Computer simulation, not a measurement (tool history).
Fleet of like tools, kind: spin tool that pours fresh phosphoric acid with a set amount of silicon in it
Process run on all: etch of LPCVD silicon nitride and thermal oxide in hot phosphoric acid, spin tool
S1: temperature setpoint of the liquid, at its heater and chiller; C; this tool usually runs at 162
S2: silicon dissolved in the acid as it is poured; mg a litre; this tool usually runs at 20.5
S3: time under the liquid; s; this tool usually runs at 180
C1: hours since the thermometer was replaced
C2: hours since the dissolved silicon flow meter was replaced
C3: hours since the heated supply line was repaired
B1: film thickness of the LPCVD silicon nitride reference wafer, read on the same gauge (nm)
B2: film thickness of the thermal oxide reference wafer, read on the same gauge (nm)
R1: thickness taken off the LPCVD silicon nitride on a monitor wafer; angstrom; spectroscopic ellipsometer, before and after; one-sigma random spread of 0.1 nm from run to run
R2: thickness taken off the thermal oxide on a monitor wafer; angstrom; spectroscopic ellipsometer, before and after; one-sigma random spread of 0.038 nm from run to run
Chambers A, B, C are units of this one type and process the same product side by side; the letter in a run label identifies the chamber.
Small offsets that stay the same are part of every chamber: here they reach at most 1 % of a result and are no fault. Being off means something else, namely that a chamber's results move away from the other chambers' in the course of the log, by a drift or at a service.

run,hour,S1,S2,S3,C1,C2,C3,B1,B2,R1,R2
1A,3.8,162,20.5,180,1873.8,76.1,1978.1,60.014,50.008,171.31,3.3634
2B,9.5,162,20.5,180,1279.8,126.1,2315.7,59.991,50.007,170.66,3.6744
3C,16.6,162,20.5,180,1387.8,305.8,301.2,60.008,49.999,171.36,3.4282
4C,21,162,20.5,180,1392.2,310.2,305.6,60.034,49.975,172.7,3.9988
5A,27.7,162,20.5,180,1897.7,100,2002,60.011,50.011,170.24,2.9029
6B,34.4,162,20.5,180,1304.7,151,2340.6,59.957,50,170.84,4.1587
7C,38.7,162,20.5,180,1409.9,327.9,323.3,60.005,49.985,171.97,3.634
8A,42.1,162,20.5,180,1912.1,114.4,2016.4,59.996,50.028,171.78,3.139
9B,46.8,162,20.5,180,1317.1,163.4,2353,59.995,50.016,170.78,3.3785
10B,50.4,162,20.5,180,1320.7,167,2356.6,60.008,50.007,172.29,3.5739
11A,55.1,162,20.5,180,1925.1,127.4,2029.4,59.991,49.971,169.95,3.5957
12C,61.3,162,20.5,180,1432.5,350.5,345.9,60.006,49.99,169.56,3.6804
13A,67.6,162,20.5,180,1937.6,139.9,2041.9,60.01,50.009,170.42,3.5908
14B,74.1,162,20.5,180,1344.4,190.7,2380.3,60.01,49.986,168.78,3.2325
# hour 79.9: chamber A: heated supply line repaired
15C,80.8,162,20.5,180,1452,370,365.4,60.009,50.01,170.75,3.4669
16C,87.3,163.5,20.5,180,1458.5,376.5,371.9,59.976,49.982,178.81,4.0901
17B,90.8,163.5,20.5,180,1361.1,207.4,2397,59.999,49.96,179.63,4.4844
18A,95.7,163.5,20.5,180,1965.7,168,15.9,60.014,49.977,178.69,3.399
19B,102.6,162,20.5,180,1372.9,219.2,2408.8,59.971,49.995,172.11,4.0302
20C,108.6,162,20.5,180,1479.8,397.8,393.2,59.995,50.026,172.13,3.5078
21A,112.8,164,10.5,180,1982.8,185.1,33,59.995,50.018,180.81,6.1058
22A,120.2,164,10.5,180,1990.2,192.5,40.4,60.013,50.041,179.91,4.8139
23C,126.2,164,10.5,180,1497.4,415.4,410.8,60.009,49.989,183.12,4.3097
24B,133.5,162,20.5,180,1403.8,250.1,2439.7,59.988,49.994,170.47,3.4852
25A,140.8,162,20.5,180,2010.8,213.1,61,59.975,50.01,170.77,3.5502
26B,145.1,162,20.5,180,1415.4,261.7,2451.3,60.005,50.02,171.13,3.6301
27C,149.8,162,20.5,180,1521,439,434.4,59.952,50.018,170.71,4.2505
28C,154.2,162,20.5,180,1525.4,443.4,438.8,59.973,50.022,173.21,3.5762
29B,161.2,162,20.5,180,1431.5,277.8,2467.4,60.029,50.005,171.78,3.0778
30A,167.3,162,20.5,180,2037.3,239.6,87.5,59.986,50.019,171.95,3.9932
31C,174.1,162,20.5,180,1545.3,463.3,458.7,60.01,50.008,172.12,3.267
32B,180.6,162,20.5,180,1450.9,297.2,2486.8,60.018,50.013,170.3,3.2662

Next, every chamber runs the same settings. What will each give?
33A,186.3,162,20.5,180,,,,,,?,?
33B,186.3,162,20.5,180,,,,,,?,?
33C,186.3,162,20.5,180,,,,,,?,?

run,R1,R2
33A,169.66,4.3906
33B,171.68,3.8247
33C,171.46,4.3551

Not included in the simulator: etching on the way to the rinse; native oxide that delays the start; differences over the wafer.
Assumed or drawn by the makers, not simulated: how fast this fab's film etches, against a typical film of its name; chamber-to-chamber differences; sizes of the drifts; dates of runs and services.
